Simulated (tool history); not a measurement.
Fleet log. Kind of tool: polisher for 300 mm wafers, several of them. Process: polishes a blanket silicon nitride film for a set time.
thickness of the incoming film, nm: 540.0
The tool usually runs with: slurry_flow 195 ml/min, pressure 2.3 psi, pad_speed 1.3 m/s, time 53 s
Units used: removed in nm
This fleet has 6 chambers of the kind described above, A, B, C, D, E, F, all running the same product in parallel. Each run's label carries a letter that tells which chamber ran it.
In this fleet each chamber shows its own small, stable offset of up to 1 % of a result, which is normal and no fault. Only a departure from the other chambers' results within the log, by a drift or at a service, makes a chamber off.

At hour 3.9: chamber B: worn pad replaced by a new one.
Run 1F, hour 10.6: usual settings. Result: removed 64.58 nm.
At hour 13.9: chamber D: worn pad replaced by a new one.
At hour 19: chamber C: worn pad replaced by a new one.
Run 2E, hour 22.8: usual settings. Result: removed 65.001 nm.
At hour 26.7: chamber E: worn pad replaced by a new one.
Run 3D, hour 30.3: usual settings. Result: removed 64.606 nm.
At hour 39.8: chamber F: worn pad replaced by a new one.
Run 4C, hour 42.7: usual settings. Result: removed 63.875 nm.
Run 5B, hour 48.6: usual settings. Result: removed 63.516 nm.
Run 6A, hour 59.2: usual settings but slurry_flow 255 ml/min. Result: removed 65.864 nm.
Run 7B, hour 66.5: usual settings but slurry_flow 255 ml/min. Result: removed 65.951 nm.
Run 8C, hour 78.7: usual settings but slurry_flow 255 ml/min. Result: removed 66.53 nm.
At hour 84.8: chamber A: worn pad replaced by a new one.
Run 9D, hour 85.5: usual settings but slurry_flow 255 ml/min. Result: removed 66.954 nm.
Run 10A, hour 91.3: usual settings but slurry_flow 255 ml/min. Result: removed 67.481 nm.
Run 11E, hour 98.9: usual settings but slurry_flow 255 ml/min. Result: removed 66.699 nm.
At hour 107: chamber E: worn pad replaced by a new one.
Run 12F, hour 108.8: usual settings. Result: removed 64.347 nm.
Run 13B, hour 114.6: usual settings. Result: removed 63.704 nm.
At hour 117.5: chamber B: worn pad replaced by a new one.
At hour 121.8: chamber C: worn pad replaced by a new one.
Run 14E, hour 125.1: usual settings. Result: removed 63.935 nm.
At hour 130.2: chamber F: worn pad replaced by a new one.
At hour 133.3: chamber D: worn pad replaced by a new one.
At hour 133.3: chamber C: slurry nozzle cleaned.
Run 15D, hour 135.5: usual settings. Result: removed 65.075 nm.
Run 16A, hour 145.7: usual settings. Result: removed 64.643 nm.
At hour 150: chamber D: slurry nozzle cleaned.
Run 17F, hour 153.8: usual settings. Result: removed 64.651 nm.
Run 18C, hour 163.6: usual settings. Result: removed 65.05 nm.
Run 19F, hour 170.5: usual settings. Result: removed 65.153 nm.
Run 20E, hour 176.1: usual settings but time 45 s. Result: removed 54.601 nm.
At hour 179.5: chamber A: worn pad replaced by a new one.
Run 21B, hour 181.6: usual settings but time 45 s. Result: removed 52.608 nm.
At hour 182.1: chamber E: worn pad replaced by a new one.
Run 22A, hour 192.6: usual settings but time 45 s. Result: removed 55.924 nm.
Run 23D, hour 199.7: usual settings but time 45 s. Result: removed 55.449 nm.
Run 24C, hour 207: usual settings but time 45 s. Result: removed 55.339 nm.
At hour 215.3: chamber A: slurry nozzle cleaned.
Run 25E, hour 217.6: usual settings but time 45 s. Result: removed 54.096 nm.
At hour 220.7: chamber B: slurry nozzle cleaned.
At hour 222.1: chamber B: worn pad replaced by a new one.
At hour 224: chamber F: worn pad replaced by a new one.
Run 26C, hour 229: usual settings. Result: removed 65.022 nm.
At hour 232: chamber C: worn pad replaced by a new one.
Run 27B, hour 237.5: usual settings. Result: removed 60.128 nm.
At hour 245.5: chamber D: worn pad replaced by a new one.
Run 28D, hour 247.9: usual settings. Result: removed 63.3 nm.
At hour 255.3: chamber E: worn pad replaced by a new one.
Run 29A, hour 259.8: usual settings. Result: removed 63.412 nm.
Run 30F, hour 267.3: usual settings. Result: removed 64.403 nm.
Run 31C, hour 278.6: usual settings but slurry_flow 265 ml/min, pad_speed 1.66 m/s. Result: removed 81.746 nm.
At hour 282.5: chamber A: worn pad replaced by a new one.
Run 32D, hour 287.7: usual settings but slurry_flow 265 ml/min, pad_speed 1.66 m/s. Result: removed 82.915 nm.
Run 33A, hour 296.3: usual settings but slurry_flow 265 ml/min, pad_speed 1.66 m/s. Result: removed 82.754 nm.
Run 34E, hour 308: usual settings but slurry_flow 265 ml/min, pad_speed 1.66 m/s. Result: removed 81.854 nm.
Run 35F, hour 314.3: usual settings but slurry_flow 265 ml/min, pad_speed 1.66 m/s. Result: removed 80.909 nm.
Run 36B, hour 320.4: usual settings but slurry_flow 265 ml/min, pad_speed 1.66 m/s. Result: removed 75.335 nm.

Is one chamber off against the others, does the gauge drift, or is nothing wrong? If a chamber is off, say which, and what the likeliest cause is.

Little by little, chamber B moves away from the other chambers.
Cause: head's pressure below its setpoint, % = 7.48.

Which of the 4 candidates below, each the usual settings with something changed and its results left as question marks, puts chamber B back in line with what the other chambers give on the usual settings?
In-line tolerance around the mean of the other chambers on the usual settings: removed 1.9 nm
Run 37B-1, hour 329.3: usual settings but pad_speed 1.44 m/s. Result: removed ?.
Run 37B-2, hour 329.3: usual settings but pressure 2.5 psi, time 58 s. Result: removed ?.
Run 37B-3, hour 329.3: usual settings but slurry_flow 190 ml/min, time 44 s. Result: removed ?.
Run 37B-4, hour 329.3: usual settings but pressure 2.1 psi. Result: removed ?.

Average result of the remaining chambers running the usual settings: removed 64.606 nm
  run  removed
37B-1   64.104
37B-2    70.29
37B-3   48.828
37B-4   53.812
The right change is 37B-1: it brings the chamber back within the allowed miss of the others.

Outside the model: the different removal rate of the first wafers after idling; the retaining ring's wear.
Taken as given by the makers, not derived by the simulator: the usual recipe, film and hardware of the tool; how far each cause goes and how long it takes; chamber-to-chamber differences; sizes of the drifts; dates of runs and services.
